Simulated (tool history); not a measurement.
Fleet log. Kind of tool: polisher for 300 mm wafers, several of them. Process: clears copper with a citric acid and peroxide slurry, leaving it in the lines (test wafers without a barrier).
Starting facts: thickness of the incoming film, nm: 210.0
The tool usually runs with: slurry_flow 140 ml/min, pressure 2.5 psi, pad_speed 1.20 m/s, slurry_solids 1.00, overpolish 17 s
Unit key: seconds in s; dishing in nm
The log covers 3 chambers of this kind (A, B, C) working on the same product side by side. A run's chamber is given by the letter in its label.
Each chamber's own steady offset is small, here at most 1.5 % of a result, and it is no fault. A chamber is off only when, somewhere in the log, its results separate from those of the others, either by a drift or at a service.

| run | hour | slurry_flow | pressure | pad_speed | slurry_solids | overpolish | seconds | dishing |
|---|---|---|---|---|---|---|---|---|
| 1C | 4.4 | 140 | 2.5 | 1.20 | 1.00 | 17 | 103.500 | 23.849 |
| 2B | 8.6 | 140 | 2.5 | 1.20 | 1.00 | 17 | 100.770 | 23.644 |
| 3A | 14.4 | 140 | 2.5 | 1.20 | 1.00 | 17 | 102.910 | 23.407 |
| 4A | 18.1 | 140 | 2.5 | 1.20 | 1.00 | 17 | 102.530 | 23.175 |
| 5C | 23.0 | 140 | 2.5 | 1.20 | 1.00 | 17 | 101.430 | 23.119 |
| 6B | 26.4 | 140 | 2.5 | 1.20 | 1.00 | 17 | 105.400 | 23.255 |
|  | 27.6 | chamber C: slurry blender recalibrated |
| 7A | 30.1 | 140 | 2.5 | 1.20 | 1.00 | 17 | 104.150 | 23.794 |
| 8B | 34.3 | 140 | 2.5 | 1.20 | 1.00 | 17 | 104.060 | 23.907 |
| 9C | 38.9 | 140 | 2.5 | 1.20 | 1.00 | 17 | 103.070 | 23.832 |
|  | 41.1 | chamber C: slurry nozzle cleaned |
|  | 42.2 | chamber B: slurry nozzle cleaned |
| 10B | 44.7 | 140 | 2.5 | 1.20 | 1.00 | 17 | 101.410 | 24.241 |
|  | 46.7 | chamber A: worn pad replaced by a new one |
| 11C | 47.4 | 140 | 2.5 | 1.20 | 1.00 | 17 | 103.270 | 23.521 |
|  | 49.7 | chamber C: worn pad replaced by a new one |
|  | 50.9 | chamber A: slurry blender recalibrated |
| 12A | 52.2 | 100 | 2.5 | 1.20 | 1.00 | 17 | 111.500 | 23.383 |
| 13B | 58.0 | 100 | 2.5 | 1.20 | 1.00 | 17 | 109.330 | 22.744 |
| 14C | 61.2 | 100 | 2.5 | 1.20 | 1.00 | 17 | 108.060 | 22.048 |
| 15A | 65.2 | 115 | 2.5 | 1.20 | 1.00 | 13 | 108.010 | 17.502 |
| 16A | 70.9 | 115 | 2.5 | 1.20 | 1.00 | 13 | 104.960 | 18.241 |
| 17C | 74.7 | 115 | 2.5 | 1.20 | 1.00 | 13 | 107.790 | 18.009 |
| 18B | 78.0 | 140 | 2.5 | 1.20 | 1.00 | 17 | 104.580 | 23.671 |
| 19B | 83.1 | 140 | 2.5 | 1.20 | 1.00 | 17 | 100.720 | 23.631 |
|  | 83.4 | chamber B: worn pad replaced by a new one |
| 20A | 88.6 | 140 | 2.5 | 1.20 | 1.00 | 17 | 98.003 | 24.359 |
| 21C | 92.5 | 140 | 3.2 | 0.80 | 1.00 | 17 | 119.530 | 21.378 |
|  | 94.9 | chamber C: head pressure recalibrated |
| 22C | 95.9 | 140 | 3.2 | 0.80 | 1.00 | 17 | 119.640 | 20.725 |
| 23B | 99.7 | 140 | 3.2 | 0.80 | 1.00 | 17 | 124.100 | 20.478 |
| 24A | 104.3 | 140 | 2.5 | 1.20 | 1.00 | 17 | 101.970 | 24.355 |
| 25C | 107.7 | 140 | 2.5 | 1.20 | 1.00 | 17 | 102.480 | 23.819 |
|  | 109.1 | chamber B: head pressure recalibrated |
|  | 109.7 | chamber A: worn pad replaced by a new one |
| 26A | 111.0 | 140 | 2.5 | 1.20 | 1.00 | 17 | 103.070 | 24.018 |
| 27B | 113.8 | 140 | 2.5 | 1.20 | 1.00 | 17 | 103.300 | 23.177 |
| 28B | 120.0 | 140 | 2.5 | 1.20 | 1.00 | 17 | 104.370 | 24.927 |
| 29A | 123.5 | 140 | 2.5 | 1.34 | 1.00 | 11 | 91.371 | 17.799 |
| 30C | 127.1 | 140 | 2.5 | 1.34 | 1.00 | 11 | 91.693 | 17.663 |

For the next run the whole fleet of 3 chambers uses the same settings. Give each chamber's results:
| 31A | 131.6 | 140 | 2.5 | 1.20 | 1.15 | 17 | ? | ? |
| 31B | 131.6 | 140 | 2.5 | 1.20 | 1.15 | 17 | ? | ? |
| 31C | 131.6 | 140 | 2.5 | 1.20 | 1.15 | 17 | ? | ? |

| run | seconds | dishing |
|---|---|---|
| 31A | 97.488 | 23.062 |
| 31B | 99.219 | 24.587 |
| 31C | 99.483 | 24.833 |
